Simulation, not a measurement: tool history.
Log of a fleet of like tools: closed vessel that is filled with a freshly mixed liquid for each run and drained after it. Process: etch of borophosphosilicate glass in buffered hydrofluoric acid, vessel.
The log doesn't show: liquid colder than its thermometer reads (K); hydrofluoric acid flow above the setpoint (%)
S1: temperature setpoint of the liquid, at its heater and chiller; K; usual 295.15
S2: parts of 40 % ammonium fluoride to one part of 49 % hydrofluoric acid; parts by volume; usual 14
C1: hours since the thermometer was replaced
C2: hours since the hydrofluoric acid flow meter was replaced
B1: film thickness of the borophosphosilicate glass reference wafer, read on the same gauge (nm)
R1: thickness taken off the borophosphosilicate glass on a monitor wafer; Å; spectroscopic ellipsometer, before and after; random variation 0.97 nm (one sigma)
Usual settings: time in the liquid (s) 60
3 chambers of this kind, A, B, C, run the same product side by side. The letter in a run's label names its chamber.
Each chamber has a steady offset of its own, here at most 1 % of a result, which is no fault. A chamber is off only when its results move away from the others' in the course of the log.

{"run": "1B", "hour": 3.6, "S1": 295.15, "S2": 14, "time in the liquid (s)": 60, "C1": 10.9, "C2": 472.5, "B1": 120.01, "R1": 1341.2}
{"run": "2C", "hour": 9.0, "S1": 295.15, "S2": 14, "time in the liquid (s)": 60, "C1": 2419.9, "C2": 749.9, "B1": 119.92, "R1": 1334.2}
{"hour": 10.8, "done": "chamber B: hydrofluoric acid flow meter replaced"}
{"run": "3A", "hour": 13.8, "S1": 295.15, "S2": 14, "time in the liquid (s)": 60, "C1": 490.6, "C2": 819.8, "B1": 120.0, "R1": 1348.9}
{"hour": 14.4, "done": "chamber C: thermometer replaced"}
{"run": "4A", "hour": 17.9, "S1": 295.15, "S2": 14, "time in the liquid (s)": 60, "C1": 494.7, "C2": 823.9, "B1": 119.97, "R1": 1352.8}
{"run": "5B", "hour": 22.2, "S1": 295.15, "S2": 14, "time in the liquid (s)": 60, "C1": 29.5, "C2": 11.4, "B1": 120.03, "R1": 1343.2}
{"run": "6C", "hour": 25.5, "S1": 295.15, "S2": 14, "time in the liquid (s)": 60, "C1": 11.2, "C2": 766.4, "B1": 119.99, "R1": 1358.5}
{"run": "7A", "hour": 29.7, "S1": 295.15, "S2": 14, "time in the liquid (s)": 60, "C1": 506.5, "C2": 835.7, "B1": 119.98, "R1": 1343.1}
{"run": "8B", "hour": 34.0, "S1": 295.15, "S2": 14, "time in the liquid (s)": 60, "C1": 41.3, "C2": 23.2, "B1": 120.02, "R1": 1336.9}
{"run": "9C", "hour": 38.6, "S1": 295.15, "S2": 14, "time in the liquid (s)": 60, "C1": 24.3, "C2": 779.5, "B1": 119.96, "R1": 1351.0}
{"run": "10B", "hour": 44.0, "S1": 298.15, "S2": 14, "time in the liquid (s)": 30, "C1": 51.3, "C2": 33.2, "B1": 120.02, "R1": 795.05}
{"run": "11C", "hour": 46.7, "S1": 298.15, "S2": 14, "time in the liquid (s)": 30, "C1": 32.4, "C2": 787.6, "B1": 119.95, "R1": 792.41}
{"run": "12A", "hour": 50.3, "S1": 298.15, "S2": 14, "time in the liquid (s)": 30, "C1": 527.1, "C2": 856.3, "B1": 119.97, "R1": 777.07}
{"run": "13A", "hour": 53.5, "S1": 295.15, "S2": 14, "time in the liquid (s)": 60, "C1": 530.3, "C2": 859.5, "B1": 120.0, "R1": 1350.2}
{"run": "14C", "hour": 56.8, "S1": 295.15, "S2": 14, "time in the liquid (s)": 60, "C1": 42.5, "C2": 797.7, "B1": 119.99, "R1": 1333.6}
{"run": "15B", "hour": 60.0, "S1": 295.15, "S2": 14, "time in the liquid (s)": 60, "C1": 67.3, "C2": 49.2, "B1": 120.03, "R1": 1336.3}
{"run": "16B", "hour": 65.1, "S1": 295.15, "S2": 14, "time in the liquid (s)": 60, "C1": 72.4, "C2": 54.3, "B1": 120.0, "R1": 1348.3}
{"run": "17C", "hour": 68.6, "S1": 295.15, "S2": 14, "time in the liquid (s)": 60, "C1": 54.3, "C2": 809.5, "B1": 119.96, "R1": 1356.8}
{"run": "18A", "hour": 72.3, "S1": 295.15, "S2": 14, "time in the liquid (s)": 60, "C1": 549.1, "C2": 878.3, "B1": 120.0, "R1": 1316.9}
{"run": "19C", "hour": 75.9, "S1": 295.15, "S2": 14, "time in the liquid (s)": 60, "C1": 61.6, "C2": 816.8, "B1": 119.99, "R1": 1339.8}
{"run": "20B", "hour": 81.3, "S1": 295.15, "S2": 14, "time in the liquid (s)": 60, "C1": 88.6, "C2": 70.5, "B1": 120.05, "R1": 1336.5}
{"run": "21A", "hour": 86.3, "S1": 295.15, "S2": 14, "time in the liquid (s)": 60, "C1": 563.1, "C2": 892.3, "B1": 120.0, "R1": 1297.5}
{"run": "22B", "hour": 92.1, "S1": 295.15, "S2": 14, "time in the liquid (s)": 60, "C1": 99.4, "C2": 81.3, "B1": 119.99, "R1": 1339.9}
{"run": "23A", "hour": 94.8, "S1": 295.15, "S2": 14, "time in the liquid (s)": 60, "C1": 571.6, "C2": 900.8, "B1": 120.01, "R1": 1296.9}
{"run": "24C", "hour": 99.4, "S1": 295.15, "S2": 14, "time in the liquid (s)": 60, "C1": 85.1, "C2": 840.3, "B1": 120.01, "R1": 1350.4}
{"run": "25C", "hour": 103.6, "S1": 295.15, "S2": 14, "time in the liquid (s)": 60, "C1": 89.3, "C2": 844.5, "B1": 119.97, "R1": 1356.9}
{"hour": 104.2, "done": "chamber A: hydrofluoric acid flow meter replaced"}
{"run": "26B", "hour": 106.7, "S1": 295.15, "S2": 14, "time in the liquid (s)": 60, "C1": 114.0, "C2": 95.9, "B1": 120.0, "R1": 1357.7}
{"run": "27A", "hour": 109.6, "S1": 295.15, "S2": 14, "time in the liquid (s)": 60, "C1": 586.4, "C2": 5.4, "B1": 119.99, "R1": 1263.4}
{"run": "28A", "hour": 113.6, "S1": 295.15, "S2": 14, "time in the liquid (s)": 60, "C1": 590.4, "C2": 9.4, "B1": 119.98, "R1": 1261.0}

Is one chamber off against the others, does the gauge drift, or is nothing wrong? If a chamber is off, say which, and what the likeliest cause is.

Chamber A drifts away from the others.
Cause: liquid colder than its thermometer reads (K) = 1.29.

Here are 4 candidates for chamber A's next run, each the usual settings with a change, their results left as question marks. Which one brings its results back in line with what the others give on the usual settings?
In line means no further than this from the other chambers' mean on the usual settings: R1 34.00 Å
{"run": "29A-1", "hour": 117.8, "S1": 295.65, "S2": 14.0, "time in the liquid (s)": 65, "R1": "?"}
{"run": "29A-2", "hour": 117.8, "S1": 294.65, "S2": 14.5, "time in the liquid (s)": 60, "R1": "?"}
{"run": "29A-3", "hour": 117.8, "S1": 295.15, "S2": 14.5, "time in the liquid (s)": 55, "R1": "?"}
{"run": "29A-4", "hour": 117.8, "S1": 295.15, "S2": 13.0, "time in the liquid (s)": 60, "R1": "?"}

The other chambers' mean on the usual settings: R1 1350.40 Å
run=29A-1 R1=1402.00
run=29A-2 R1=1182.40
run=29A-3 R1=1114.90
run=29A-4 R1=1354.40
29A-4 brings the chamber back in line.
